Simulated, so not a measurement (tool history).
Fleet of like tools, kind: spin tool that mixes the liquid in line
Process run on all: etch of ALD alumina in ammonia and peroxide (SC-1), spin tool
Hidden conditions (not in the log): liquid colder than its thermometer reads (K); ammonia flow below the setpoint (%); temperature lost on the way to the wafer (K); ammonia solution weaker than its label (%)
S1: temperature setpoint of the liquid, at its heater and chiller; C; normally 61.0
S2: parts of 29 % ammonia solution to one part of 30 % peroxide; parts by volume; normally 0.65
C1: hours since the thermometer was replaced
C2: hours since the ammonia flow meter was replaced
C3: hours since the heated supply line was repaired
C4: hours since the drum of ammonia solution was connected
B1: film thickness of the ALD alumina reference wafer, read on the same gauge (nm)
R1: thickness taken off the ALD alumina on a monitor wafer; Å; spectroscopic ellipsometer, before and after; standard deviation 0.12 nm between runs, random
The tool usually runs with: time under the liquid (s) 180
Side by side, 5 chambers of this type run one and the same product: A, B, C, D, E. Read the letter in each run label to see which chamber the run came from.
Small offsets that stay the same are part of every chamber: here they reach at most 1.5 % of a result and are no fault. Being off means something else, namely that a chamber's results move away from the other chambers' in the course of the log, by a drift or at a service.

{"run": "1D", "hour": 3.9, "S1": 61.0, "S2": 0.65, "time under the liquid (s)": 180, "C1": 1399.7, "C2": 899.2, "C3": 1411.1, "C4": 381.9, "B1": 30.059, "R1": 146.37}
{"run": "2B", "hour": 8.0, "S1": 61.0, "S2": 0.65, "time under the liquid (s)": 180, "C1": 187.4, "C2": 192.1, "C3": 646.0, "C4": 81.6, "B1": 30.025, "R1": 144.15}
{"run": "3C", "hour": 12.2, "S1": 61.0, "S2": 0.65, "time under the liquid (s)": 180, "C1": 1036.6, "C2": 1157.9, "C3": 196.9, "C4": 683.6, "B1": 30.0, "R1": 146.98}
{"run": "4A", "hour": 15.7, "S1": 61.0, "S2": 0.65, "time under the liquid (s)": 180, "C1": 1424.8, "C2": 734.3, "C3": 343.1, "C4": 508.6, "B1": 30.017, "R1": 148.14}
{"run": "5E", "hour": 21.5, "S1": 61.0, "S2": 0.65, "time under the liquid (s)": 180, "C1": 391.6, "C2": 42.3, "C3": 85.2, "C4": 700.2, "B1": 30.016, "R1": 146.81}
{"run": "6B", "hour": 26.8, "S1": 61.0, "S2": 0.65, "time under the liquid (s)": 180, "C1": 206.2, "C2": 210.9, "C3": 664.8, "C4": 100.4, "B1": 29.98, "R1": 144.36}
{"run": "7D", "hour": 30.5, "S1": 61.0, "S2": 0.65, "time under the liquid (s)": 180, "C1": 1426.3, "C2": 925.8, "C3": 1437.7, "C4": 408.5, "B1": 29.994, "R1": 148.38}
{"run": "8E", "hour": 34.5, "S1": 61.0, "S2": 0.65, "time under the liquid (s)": 180, "C1": 404.6, "C2": 55.3, "C3": 98.2, "C4": 713.2, "B1": 29.958, "R1": 148.14}
{"hour": 35.5, "done": "chamber A: new drum of ammonia solution connected"}
{"run": "9C", "hour": 40.6, "S1": 61.0, "S2": 0.65, "time under the liquid (s)": 180, "C1": 1065.0, "C2": 1186.3, "C3": 225.3, "C4": 712.0, "B1": 30.003, "R1": 145.12}
{"run": "10A", "hour": 45.7, "S1": 61.0, "S2": 0.65, "time under the liquid (s)": 180, "C1": 1454.8, "C2": 764.3, "C3": 373.1, "C4": 10.3, "B1": 29.958, "R1": 144.3}
{"hour": 47.5, "done": "chamber A: ammonia flow meter replaced"}
{"run": "11B", "hour": 50.4, "S1": 61.0, "S2": 0.65, "time under the liquid (s)": 180, "C1": 229.8, "C2": 234.5, "C3": 688.4, "C4": 124.0, "B1": 30.034, "R1": 145.59}
{"run": "12C", "hour": 53.9, "S1": 61.0, "S2": 0.65, "time under the liquid (s)": 180, "C1": 1078.3, "C2": 1199.6, "C3": 238.6, "C4": 725.3, "B1": 29.984, "R1": 145.26}
{"run": "13E", "hour": 59.7, "S1": 61.0, "S2": 0.65, "time under the liquid (s)": 180, "C1": 429.8, "C2": 80.5, "C3": 123.4, "C4": 738.4, "B1": 29.989, "R1": 146.76}
{"run": "14A", "hour": 65.9, "S1": 61.0, "S2": 0.65, "time under the liquid (s)": 180, "C1": 1475.0, "C2": 18.4, "C3": 393.3, "C4": 30.5, "B1": 29.977, "R1": 142.48}
{"run": "15D", "hour": 70.9, "S1": 67.5, "S2": 0.55, "time under the liquid (s)": 180, "C1": 1466.7, "C2": 966.2, "C3": 1478.1, "C4": 448.9, "B1": 30.029, "R1": 200.8}
{"run": "16D", "hour": 77.0, "S1": 67.5, "S2": 0.55, "time under the liquid (s)": 180, "C1": 1472.8, "C2": 972.3, "C3": 1484.2, "C4": 455.0, "B1": 29.977, "R1": 200.17}
{"run": "17A", "hour": 80.0, "S1": 67.5, "S2": 0.55, "time under the liquid (s)": 180, "C1": 1489.1, "C2": 32.5, "C3": 407.4, "C4": 44.6, "B1": 30.011, "R1": 196.42}
{"run": "18E", "hour": 84.5, "S1": 67.5, "S2": 0.55, "time under the liquid (s)": 180, "C1": 454.6, "C2": 105.3, "C3": 148.2, "C4": 763.2, "B1": 29.964, "R1": 204.25}
{"run": "19B", "hour": 89.3, "S1": 67.5, "S2": 0.55, "time under the liquid (s)": 180, "C1": 268.7, "C2": 273.4, "C3": 727.3, "C4": 162.9, "B1": 30.032, "R1": 192.62}
{"run": "20C", "hour": 94.3, "S1": 61.0, "S2": 0.65, "time under the liquid (s)": 180, "C1": 1118.7, "C2": 1240.0, "C3": 279.0, "C4": 765.7, "B1": 29.96, "R1": 145.5}
{"run": "21D", "hour": 98.2, "S1": 61.0, "S2": 0.65, "time under the liquid (s)": 180, "C1": 1494.0, "C2": 993.5, "C3": 1505.4, "C4": 476.2, "B1": 29.97, "R1": 145.47}
{"run": "22A", "hour": 103.3, "S1": 61.0, "S2": 0.65, "time under the liquid (s)": 180, "C1": 1512.4, "C2": 55.8, "C3": 430.7, "C4": 67.9, "B1": 30.01, "R1": 138.87}
{"run": "23E", "hour": 108.6, "S1": 64.5, "S2": 0.8, "time under the liquid (s)": 180, "C1": 478.7, "C2": 129.4, "C3": 172.3, "C4": 787.3, "B1": 29.968, "R1": 180.2}
{"run": "24B", "hour": 112.2, "S1": 64.5, "S2": 0.8, "time under the liquid (s)": 180, "C1": 291.6, "C2": 296.3, "C3": 750.2, "C4": 185.8, "B1": 29.999, "R1": 178.36}
{"run": "25C", "hour": 117.7, "S1": 64.5, "S2": 0.8, "time under the liquid (s)": 180, "C1": 1142.1, "C2": 1263.4, "C3": 302.4, "C4": 789.1, "B1": 29.954, "R1": 175.67}
{"run": "26C", "hour": 122.8, "S1": 64.5, "S2": 0.8, "time under the liquid (s)": 180, "C1": 1147.2, "C2": 1268.5, "C3": 307.5, "C4": 794.2, "B1": 30.006, "R1": 177.18}
{"run": "27E", "hour": 128.1, "S1": 64.5, "S2": 0.8, "time under the liquid (s)": 180, "C1": 498.2, "C2": 148.9, "C3": 191.8, "C4": 806.8, "B1": 30.036, "R1": 178.05}
{"run": "28B", "hour": 134.4, "S1": 61.0, "S2": 0.65, "time under the liquid (s)": 180, "C1": 313.8, "C2": 318.5, "C3": 772.4, "C4": 208.0, "B1": 29.958, "R1": 144.87}
{"run": "29D", "hour": 137.7, "S1": 61.0, "S2": 0.65, "time under the liquid (s)": 180, "C1": 1533.5, "C2": 1033.0, "C3": 1544.9, "C4": 515.7, "B1": 29.989, "R1": 145.23}
{"run": "30A", "hour": 141.3, "S1": 61.0, "S2": 0.65, "time under the liquid (s)": 180, "C1": 1550.4, "C2": 93.8, "C3": 468.7, "C4": 105.9, "B1": 29.987, "R1": 137.71}
{"run": "31A", "hour": 146.8, "S1": 61.0, "S2": 0.65, "time under the liquid (s)": 180, "C1": 1555.9, "C2": 99.3, "C3": 474.2, "C4": 111.4, "B1": 30.037, "R1": 136.32}
{"run": "32C", "hour": 151.4, "S1": 61.0, "S2": 0.65, "time under the liquid (s)": 180, "C1": 1175.8, "C2": 1297.1, "C3": 336.1, "C4": 822.8, "B1": 29.991, "R1": 145.19}
{"run": "33D", "hour": 154.7, "S1": 61.0, "S2": 0.65, "time under the liquid (s)": 180, "C1": 1550.5, "C2": 1050.0, "C3": 1561.9, "C4": 532.7, "B1": 30.016, "R1": 146.35}
{"run": "34E", "hour": 157.5, "S1": 61.0, "S2": 0.65, "time under the liquid (s)": 180, "C1": 527.6, "C2": 178.3, "C3": 221.2, "C4": 836.2, "B1": 30.003, "R1": 149.1}
{"run": "35B", "hour": 161.2, "S1": 61.0, "S2": 0.65, "time under the liquid (s)": 180, "C1": 340.6, "C2": 345.3, "C3": 799.2, "C4": 234.8, "B1": 29.984, "R1": 145.45}
{"run": "36C", "hour": 166.4, "S1": 61.0, "S2": 0.65, "time under the liquid (s)": 180, "C1": 1190.8, "C2": 1312.1, "C3": 351.1, "C4": 837.8, "B1": 30.005, "R1": 145.7}
{"run": "37E", "hour": 169.9, "S1": 61.0, "S2": 0.65, "time under the liquid (s)": 230, "C1": 540.0, "C2": 190.7, "C3": 233.6, "C4": 848.6, "B1": 30.023, "R1": 186.92}
{"run": "38B", "hour": 175.8, "S1": 61.0, "S2": 0.65, "time under the liquid (s)": 230, "C1": 355.2, "C2": 359.9, "C3": 813.8, "C4": 249.4, "B1": 29.994, "R1": 184.5}

Is one chamber out of step, is the gauge drifting, or do the chambers differ by no more than their own small offsets? For an off chamber, give its letter and the likeliest cause.

Little by little, chamber A moves away from the other chambers.
Likeliest cause: liquid colder than its thermometer reads (K) = 1.77.
The log may not separate it from: temperature lost on the way to the wafer (K).

Below are 4 candidate recipes for chamber A's next run, each the usual settings with a change, their results shown as question marks. Which of them brings A's results back in line with what the other chambers give on the usual settings?
Allowed miss from the other chambers' usual-settings mean, per result, to count as in line: R1 4.30 Å
{"run": "39A-1", "hour": 180.3, "S1": 61.0, "S2": 0.65, "time under the liquid (s)": 215, "R1": "?"}
{"run": "39A-2", "hour": 180.3, "S1": 62.5, "S2": 0.65, "time under the liquid (s)": 180, "R1": "?"}
{"run": "39A-3", "hour": 180.3, "S1": 60.5, "S2": 0.65, "time under the liquid (s)": 170, "R1": "?"}
{"run": "39A-4", "hour": 180.3, "S1": 59.5, "S2": 0.65, "time under the liquid (s)": 160, "R1": "?"}

On the usual settings, the other chambers give on average: R1 146.05 Å
run=39A-1 R1=158.73
run=39A-2 R1=143.67
run=39A-3 R1=122.31
run=39A-4 R1=109.23
39A-2 puts the chamber back in line with the other chambers.

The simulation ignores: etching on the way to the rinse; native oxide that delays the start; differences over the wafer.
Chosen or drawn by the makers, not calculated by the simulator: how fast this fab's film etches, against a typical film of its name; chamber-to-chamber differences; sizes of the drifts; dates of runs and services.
